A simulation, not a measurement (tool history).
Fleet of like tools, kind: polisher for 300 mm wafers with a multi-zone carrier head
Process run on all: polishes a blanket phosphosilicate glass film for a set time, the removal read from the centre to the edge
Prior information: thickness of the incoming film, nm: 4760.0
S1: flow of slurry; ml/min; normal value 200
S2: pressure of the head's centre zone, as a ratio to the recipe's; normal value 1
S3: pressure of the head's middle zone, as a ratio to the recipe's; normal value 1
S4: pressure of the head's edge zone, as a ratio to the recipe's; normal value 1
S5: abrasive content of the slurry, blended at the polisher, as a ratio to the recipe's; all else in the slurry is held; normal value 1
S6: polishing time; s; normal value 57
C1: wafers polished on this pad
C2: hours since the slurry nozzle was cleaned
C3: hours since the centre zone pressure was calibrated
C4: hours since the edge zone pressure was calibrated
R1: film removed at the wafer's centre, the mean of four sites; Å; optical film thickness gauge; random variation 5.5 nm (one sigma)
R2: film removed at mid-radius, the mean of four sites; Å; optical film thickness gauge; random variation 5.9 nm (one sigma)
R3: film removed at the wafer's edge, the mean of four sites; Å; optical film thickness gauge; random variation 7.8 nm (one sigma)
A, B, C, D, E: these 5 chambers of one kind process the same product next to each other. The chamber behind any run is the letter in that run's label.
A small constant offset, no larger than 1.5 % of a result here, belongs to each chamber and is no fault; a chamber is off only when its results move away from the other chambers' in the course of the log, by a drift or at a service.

run	hour	S1	S2	S3	S4	S5	S6	C1	C2	C3	C4	R1	R2	R3
1A	3.6	200	1	1	1	1	57	716	305.1	749	1108.8	6856.1	6943.2	6757.9
# hour 5.2: chamber A: worn pad replaced by a new one
2D	6.8	200	1	1	1	1	57	562	97.2	121.6	56.8	6761.6	6768.3	6773.1
3C	11.6	200	1	1	1	1	57	519	359	565.9	345.6	6771.4	6781.8	6805.3
# hour 13.5: chamber D: worn pad replaced by a new one
# hour 14.2: chamber C: worn pad replaced by a new one
4E	16.7	200	1	1	1	1	57	344	484.9	20.9	99.7	6796.5	6730.1	6679.5
# hour 19.8: chamber C: edge zone pressure recalibrated
5B	20.1	200	1	1	1	1	57	379	41.7	606.9	719	6822	6729.4	6632
6D	22.4	200	1	1	1	1	57	97	112.8	137.2	72.4	6722.7	6832.9	6766.2
7C	25.3	250	1	1	1	1	75	121	372.7	579.6	5.6	9272.7	9003.6	8981.1
8B	29.9	250	1	1	1	1	75	485	51.5	616.7	728.8	9197.3	9157.8	8865.6
9E	34.9	250	1	1	1	1	75	542	503.1	39.1	117.9	9247.5	9152.4	8963
10A	39.5	250	1	1	1	1	75	374	341	784.9	1144.7	9377	9067.4	9286.1
11D	42.2	250	1	1	1	1	75	313	132.6	157	92.2	9121.2	9034.6	9060.9
12A	44.7	200	1	1	1.1	1	57	431	346.2	790.1	1149.9	6807.6	6807.4	7156.3
13E	48.2	200	1	1	1.1	1	57	687	516.4	52.4	131.2	6763.1	6713	6959.9
14B	52.6	200	1	1	1.1	1	57	733	74.2	639.4	751.5	6778.2	6738.6	7067.8
# hour 53: chamber E: slurry nozzle cleaned
15C	56.4	200	1	1	1.1	1	57	460	403.8	610.7	36.7	6765.1	6777.7	7234.5
16E	60.9	200	1	1	1.1	1	57	826	8	65.1	143.9	6806.4	6746.4	7187.3
17B	63.8	200	1	1	1	1	57	855	85.4	650.6	762.7	6818.8	6823.3	6714.2
18D	67.9	200	1	1	1	1	57	593	158.3	182.7	117.9	6705.5	6747.7	6799.6
# hour 69.5: chamber A: worn pad replaced by a new one
# hour 70.1: chamber C: worn pad replaced by a new one
19C	71.4	200	1	1	1	1	57	15	418.8	625.7	51.7	6841.3	6633.4	6707.1
# hour 72: chamber A: centre zone pressure recalibrated
20A	74.6	200	1	1	1	1	57	55	376.1	2.6	1179.8	7617	6746.1	6759.7
# hour 75.9: chamber B: worn pad replaced by a new one
21D	77.8	200	1	1	1	1	57	701	168.2	192.6	127.8	6739.9	6772.8	6669.7
22E	80.6	200	1	1	1	1	57	1040	27.7	84.8	163.6	6848.1	6681.4	6738.3
# hour 83.6: chamber D: worn pad replaced by a new one
23C	84.1	200	1	1	1	1	57	153	431.5	638.4	64.4	6820.4	6719.8	6598.4
24B	89.3	200	1	1	1	1	57	146	110.9	676.1	788.2	6834	6690.9	6777.5
25A	92.9	200	1.09	1.06	1	1	57	255	394.4	20.9	1198.1	8193.8	7266.2	6788.3
26D	96.3	200	1.09	1.06	1	1	57	139	186.7	211.1	146.3	7359.2	7199	6715.4
# hour 98.5: chamber C: slurry nozzle cleaned
27E	101.1	200	1.09	1.06	1	1	57	1264	48.2	105.3	184.1	7501.3	7091.3	6703.3
28A	106	200	1.09	1.06	1	1	57	397	407.5	34	1211.2	8293.6	7146.3	6667.7
29B	108.9	200	1.09	1.06	1	1	57	359	130.5	695.7	807.8	7601.5	7125.3	6680.8
30C	114.1	200	1	1	1	1	57	480	15.7	668.4	94.4	6746.9	6764.5	6732.4
# hour 116.8: chamber E: worn pad replaced by a new one
31B	118.5	200	1	1	1	1	57	464	140.1	705.3	817.4	6848.4	6766.9	6483.9
32D	121.1	200	1	1	1	1	57	409	211.5	235.9	171.1	6779.4	6752.2	6744.5
33C	123.5	200	1	1	1	1	57	582	25.1	677.8	103.8	6853.4	6651.4	6582.3
# hour 127: chamber C: worn pad replaced by a new one
34E	127.5	200	1	1	0.89	1.25	57	116	74.6	131.7	210.5	7426.3	7403.7	7015.2
35A	131.1	200	1	1	0.89	1.25	57	671	432.6	59.1	1236.3	8249.5	7369.7	6856.7
# hour 132.2: chamber D: slurry nozzle cleaned
36E	135.2	200	1	1	0.89	1.25	57	200	82.3	139.4	218.2	7419.2	7375.5	6945.5
37C	140	200	1	1	0.89	1.25	57	142	41.6	694.3	120.3	7353	7396.4	7005.2
# hour 142.2: chamber D: worn pad replaced by a new one
38A	144.8	200	1	1	0.89	1.25	57	820	446.3	72.8	1250	8357.8	7425.6	7086.9
39B	148.8	200	1	1	1	1	57	794	170.4	735.6	847.7	6898.1	6632.2	6641.3
40D	152.6	200	1	1	1	1	57	114	20.5	267.4	202.6	6715.9	6756.8	6789.4

One chamber off, gauge drift, or nothing amiss beyond the chambers' own small offsets? If it is a chamber, which one, and what is the likeliest cause?

Chamber A came out of a service off from its peers and stayed that way.
Likeliest cause: centre zone's pressure above its setpoint, % = 9.28.

Below are 4 candidate recipes for chamber A's next run, each the usual settings with a change, their results shown as question marks. Which of them brings A's results back in line with what the other chambers give on the usual settings?
In line means no further than this from the other chambers' mean on the usual settings: R1 190 Å; R2 210 Å; R3 270 Å
41A-1	156.4	195	0.96	1.01	1.01	1	57					?	?	?
41A-2	156.4	205	1.04	0.99	0.99	1	57					?	?	?
41A-3	156.4	205	1.07	0.98	0.98	1	58					?	?	?
41A-4	156.4	195	0.93	1.02	1.02	1	56					?	?	?

Average result of the remaining chambers running the usual settings: R1 6788.7 Å; R2 6741.8 Å; R3 6736 Å
run	R1	R2	R3
41A-1	7129.5	6830.9	6766.9
41A-2	7849	6752.7	6733.9
41A-3	8239.1	6806.8	6816.7
41A-4	6762.5	6772.9	6682
The answer is 41A-4, which returns the chamber to within the allowed miss of the others.

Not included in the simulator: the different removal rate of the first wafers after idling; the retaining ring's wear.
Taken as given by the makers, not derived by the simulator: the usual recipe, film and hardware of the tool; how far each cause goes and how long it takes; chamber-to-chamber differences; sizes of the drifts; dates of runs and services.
